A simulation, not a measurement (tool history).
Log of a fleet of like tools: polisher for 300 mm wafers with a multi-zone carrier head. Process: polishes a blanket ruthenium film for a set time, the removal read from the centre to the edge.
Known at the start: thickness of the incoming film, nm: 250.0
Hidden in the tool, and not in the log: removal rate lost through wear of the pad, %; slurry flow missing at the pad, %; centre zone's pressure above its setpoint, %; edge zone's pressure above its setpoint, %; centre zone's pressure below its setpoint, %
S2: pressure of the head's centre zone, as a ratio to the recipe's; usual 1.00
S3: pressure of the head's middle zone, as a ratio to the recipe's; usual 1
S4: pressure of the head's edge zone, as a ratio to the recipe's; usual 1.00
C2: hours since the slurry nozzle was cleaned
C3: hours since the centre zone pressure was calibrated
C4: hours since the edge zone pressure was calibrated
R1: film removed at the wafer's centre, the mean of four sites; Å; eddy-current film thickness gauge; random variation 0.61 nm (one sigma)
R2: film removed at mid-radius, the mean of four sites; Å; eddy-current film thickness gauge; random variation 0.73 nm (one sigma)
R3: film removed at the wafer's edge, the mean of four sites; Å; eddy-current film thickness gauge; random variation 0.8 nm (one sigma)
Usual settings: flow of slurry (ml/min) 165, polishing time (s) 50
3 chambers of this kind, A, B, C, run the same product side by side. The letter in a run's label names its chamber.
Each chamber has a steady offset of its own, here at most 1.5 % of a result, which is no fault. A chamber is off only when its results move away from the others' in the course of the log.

Run 1A, hour 6.9: usual settings; wafers polished on this pad 642; C2 89.6; C3 736.1; C4 1073.7. Result: R1 661.49 Å, R2 645.83 Å, R3 649.17 Å.
Run 2B, hour 13.4: usual settings; wafers polished on this pad 380; C2 253.8; C3 1019.1; C4 24.0. Result: R1 665.16 Å, R2 677.53 Å, R3 650.16 Å.
Run 3C, hour 20.9: usual settings; wafers polished on this pad 693; C2 177.6; C3 283.8; C4 1257.6. Result: R1 656.01 Å, R2 663.32 Å, R3 660.26 Å.
Run 4B, hour 30.1: usual settings; wafers polished on this pad 657; C2 270.5; C3 1035.8; C4 40.7. Result: R1 651.79 Å, R2 681.21 Å, R3 647.43 Å.
Run 5C, hour 38.2: usual settings; wafers polished on this pad 979; C2 194.9; C3 301.1; C4 1274.9. Result: R1 661.78 Å, R2 642.29 Å, R3 652.05 Å.
Run 6A, hour 51.9: usual settings; wafers polished on this pad 1386; C2 134.6; C3 781.1; C4 1118.7. Result: R1 669.64 Å, R2 658.14 Å, R3 660.95 Å.
Run 7C, hour 60.2: usual settings; wafers polished on this pad 1343; C2 216.9; C3 323.1; C4 1296.9. Result: R1 656.58 Å, R2 660.78 Å, R3 650.40 Å.
At hour 64.1: chamber A: worn pad replaced by a new one.
Run 8B, hour 71.6: usual settings but S2 1.12, S4 1.06; wafers polished on this pad 1343; C2 312.0; C3 1077.3; C4 82.2. Result: R1 733.24 Å, R2 647.91 Å, R3 676.89 Å.
At hour 71.8: chamber C: worn pad replaced by a new one.
Run 9A, hour 83.8: usual settings but S2 1.12, S4 1.06; wafers polished on this pad 327; C2 166.5; C3 813.0; C4 1150.6. Result: R1 736.58 Å, R2 655.80 Å, R3 672.66 Å.
At hour 89.7: chamber B: worn pad replaced by a new one.
Run 10A, hour 93.6: usual settings but S2 1.12, S4 1.06; wafers polished on this pad 489; C2 176.3; C3 822.8; C4 1160.4. Result: R1 741.20 Å, R2 657.33 Å, R3 684.90 Å.
Run 11B, hour 107.9: usual settings; wafers polished on this pad 301; C2 348.3; C3 1113.6; C4 118.5. Result: R1 660.55 Å, R2 667.23 Å, R3 667.54 Å.
Run 12C, hour 117.3: usual settings but S4 1.07; wafers polished on this pad 754; C2 274.0; C3 380.2; C4 1354.0. Result: R1 650.21 Å, R2 663.17 Å, R3 669.68 Å.
At hour 130.1: chamber C: edge zone pressure recalibrated.
Run 13B, hour 131.3: usual settings but S4 1.07; wafers polished on this pad 688; C2 371.7; C3 1137.0; C4 141.9. Result: R1 649.87 Å, R2 649.04 Å, R3 689.97 Å.
Run 14C, hour 137.6: usual settings but S4 1.07; wafers polished on this pad 1089; C2 294.3; C3 400.5; C4 7.6. Result: R1 648.02 Å, R2 662.96 Å, R3 676.47 Å.
Run 15A, hour 148.2: usual settings; wafers polished on this pad 1392; C2 230.9; C3 877.4; C4 1215.0. Result: R1 661.05 Å, R2 654.89 Å, R3 660.43 Å.
At hour 157.6: chamber A: worn pad replaced by a new one.
Run 16B, hour 160.2: usual settings; wafers polished on this pad 1166; C2 400.6; C3 1165.9; C4 170.8. Result: R1 658.27 Å, R2 679.96 Å, R3 655.06 Å.
At hour 163.3: chamber C: worn pad replaced by a new one.
Run 17C, hour 168.5: usual settings; wafers polished on this pad 87; C2 325.2; C3 431.4; C4 38.5. Result: R1 649.30 Å, R2 664.64 Å, R3 644.94 Å.
Run 18A, hour 177.3: usual settings; wafers polished on this pad 326; C2 260.0; C3 906.5; C4 1244.1. Result: R1 653.87 Å, R2 662.43 Å, R3 666.79 Å.
Run 19C, hour 183.6: usual settings; wafers polished on this pad 337; C2 340.3; C3 446.5; C4 53.6. Result: R1 645.89 Å, R2 668.74 Å, R3 653.24 Å.
At hour 184.8: chamber B: worn pad replaced by a new one.
Run 20B, hour 196.4: usual settings; wafers polished on this pad 191; C2 436.8; C3 1202.1; C4 207.0. Result: R1 663.02 Å, R2 684.35 Å, R3 655.50 Å.
At hour 208.7: chamber A: edge zone pressure recalibrated.
Run 21A, hour 208.7: usual settings; wafers polished on this pad 845; C2 291.4; C3 937.9; C4 0.0. Result: R1 654.24 Å, R2 650.87 Å, R3 648.33 Å.
At hour 220.5: chamber B: centre zone pressure recalibrated.
Run 22A, hour 222.5: usual settings; wafers polished on this pad 1073; C2 305.2; C3 951.7; C4 13.8. Result: R1 659.36 Å, R2 637.56 Å, R3 635.02 Å.
Run 23C, hour 230.0: usual settings; wafers polished on this pad 1104; C2 386.7; C3 492.9; C4 100.0. Result: R1 626.85 Å, R2 669.85 Å, R3 643.81 Å.
At hour 235.1: chamber A: slurry nozzle cleaned.
At hour 239.7: chamber A: worn pad replaced by a new one.
Run 24B, hour 242.0: usual settings but S2 0.95, S4 1.07; wafers polished on this pad 946; C2 482.4; C3 21.5; C4 252.6. Result: R1 619.87 Å, R2 670.46 Å, R3 675.03 Å.
Run 25B, hour 256.3: usual settings but S2 0.95, S4 1.07; wafers polished on this pad 1182; C2 496.7; C3 35.8; C4 266.9. Result: R1 615.56 Å, R2 655.42 Å, R3 679.78 Å.
At hour 258.3: chamber C: worn pad replaced by a new one.
At hour 268.6: chamber B: worn pad replaced by a new one.
Run 26C, hour 270.1: usual settings but S2 0.95, S4 1.07; wafers polished on this pad 196; C2 426.8; C3 533.0; C4 140.1. Result: R1 590.51 Å, R2 656.60 Å, R3 668.71 Å.
Run 27A, hour 276.7: usual settings; wafers polished on this pad 613; C2 41.7; C3 1005.9; C4 68.0. Result: R1 657.18 Å, R2 666.30 Å, R3 662.31 Å.
Run 28A, hour 288.6: usual settings; wafers polished on this pad 810; C2 53.6; C3 1017.8; C4 79.9. Result: R1 649.46 Å, R2 646.28 Å, R3 663.76 Å.
Run 29C, hour 296.6: usual settings; wafers polished on this pad 635; C2 453.3; C3 559.5; C4 166.6. Result: R1 617.62 Å, R2 660.41 Å, R3 668.51 Å.
Run 30B, hour 303.6: usual settings; wafers polished on this pad 579; C2 544.0; C3 83.1; C4 314.2. Result: R1 659.77 Å, R2 663.91 Å, R3 658.22 Å.
Run 31A, hour 312.8: usual settings; wafers polished on this pad 1210; C2 77.8; C3 1042.0; C4 104.1. Result: R1 665.88 Å, R2 654.19 Å, R3 666.83 Å.
At hour 322.7: chamber A: worn pad replaced by a new one.
Run 32C, hour 326.4: usual settings but S2 0.93, S4 0.89; wafers polished on this pad 1128; C2 483.1; C3 589.3; C4 196.4. Result: R1 563.49 Å, R2 669.48 Å, R3 612.64 Å.
Run 33B, hour 337.7: usual settings but S2 0.93, S4 0.89; wafers polished on this pad 1143; C2 578.1; C3 117.2; C4 348.3. Result: R1 600.91 Å, R2 658.05 Å, R3 623.06 Å.
At hour 341.2: chamber C: worn pad replaced by a new one.
Run 34C, hour 344.4: usual settings but S2 0.93, S4 0.89; wafers polished on this pad 53; C2 501.1; C3 607.3; C4 214.4. Result: R1 561.08 Å, R2 654.32 Å, R3 624.51 Å.
Run 35A, hour 356.0: usual settings; wafers polished on this pad 550; C2 121.0; C3 1085.2; C4 147.3. Result: R1 667.31 Å, R2 651.66 Å, R3 662.67 Å.
Run 36B, hour 367.5: usual settings; wafers polished on this pad 1635; C2 607.9; C3 147.0; C4 378.1. Result: R1 654.35 Å, R2 656.50 Å, R3 642.92 Å.
At hour 369.7: chamber B: worn pad replaced by a new one.
Run 37B, hour 381.4: usual settings; wafers polished on this pad 193; C2 621.8; C3 160.9; C4 392.0. Result: R1 644.28 Å, R2 651.68 Å, R3 642.22 Å.
At hour 390.1: chamber B: slurry nozzle cleaned.
Run 38A, hour 392.9: usual settings; wafers polished on this pad 1161; C2 157.9; C3 1122.1; C4 184.2. Result: R1 657.14 Å, R2 664.62 Å, R3 674.27 Å.
Run 39C, hour 405.9: usual settings; wafers polished on this pad 1070; C2 562.6; C3 668.8; C4 275.9. Result: R1 595.00 Å, R2 656.83 Å, R3 663.51 Å.
At hour 416.5: chamber B: edge zone pressure recalibrated.
Run 40B, hour 417.6: usual settings; wafers polished on this pad 792; C2 27.6; C3 197.1; C4 1.1. Result: R1 653.21 Å, R2 665.60 Å, R3 649.07 Å.
At hour 430.6: chamber A: worn pad replaced by a new one.
Run 41C, hour 431.7: usual settings but polishing time (s) 64; wafers polished on this pad 1497; C2 588.4; C3 694.6; C4 301.7. Result: R1 743.63 Å, R2 863.25 Å, R3 844.20 Å.
Run 42A, hour 444.8: usual settings but polishing time (s) 64; wafers polished on this pad 235; C2 209.8; C3 1174.0; C4 236.1. Result: R1 838.38 Å, R2 829.15 Å, R3 843.61 Å.
Run 43A, hour 456.2: usual settings but polishing time (s) 64; wafers polished on this pad 424; C2 221.2; C3 1185.4; C4 247.5. Result: R1 846.97 Å, R2 831.32 Å, R3 844.48 Å.
Run 44B, hour 469.8: usual settings; wafers polished on this pad 1655; C2 79.8; C3 249.3; C4 53.3. Result: R1 660.68 Å, R2 670.52 Å, R3 651.76 Å.

Next, every chamber runs the same settings. What will each give?
Run 45A, hour 480.1: usual settings but flow of slurry (ml/min) 125. Result: R1 ?, R2 ?, R3 ?.
Run 45B, hour 480.1: usual settings but flow of slurry (ml/min) 125. Result: R1 ?, R2 ?, R3 ?.
Run 45C, hour 480.1: usual settings but flow of slurry (ml/min) 125. Result: R1 ?, R2 ?, R3 ?.

run      R1      R2      R3
45A  622.71  607.53  642.92
45B  628.13  628.25  630.74
45C  554.67  627.14  628.84

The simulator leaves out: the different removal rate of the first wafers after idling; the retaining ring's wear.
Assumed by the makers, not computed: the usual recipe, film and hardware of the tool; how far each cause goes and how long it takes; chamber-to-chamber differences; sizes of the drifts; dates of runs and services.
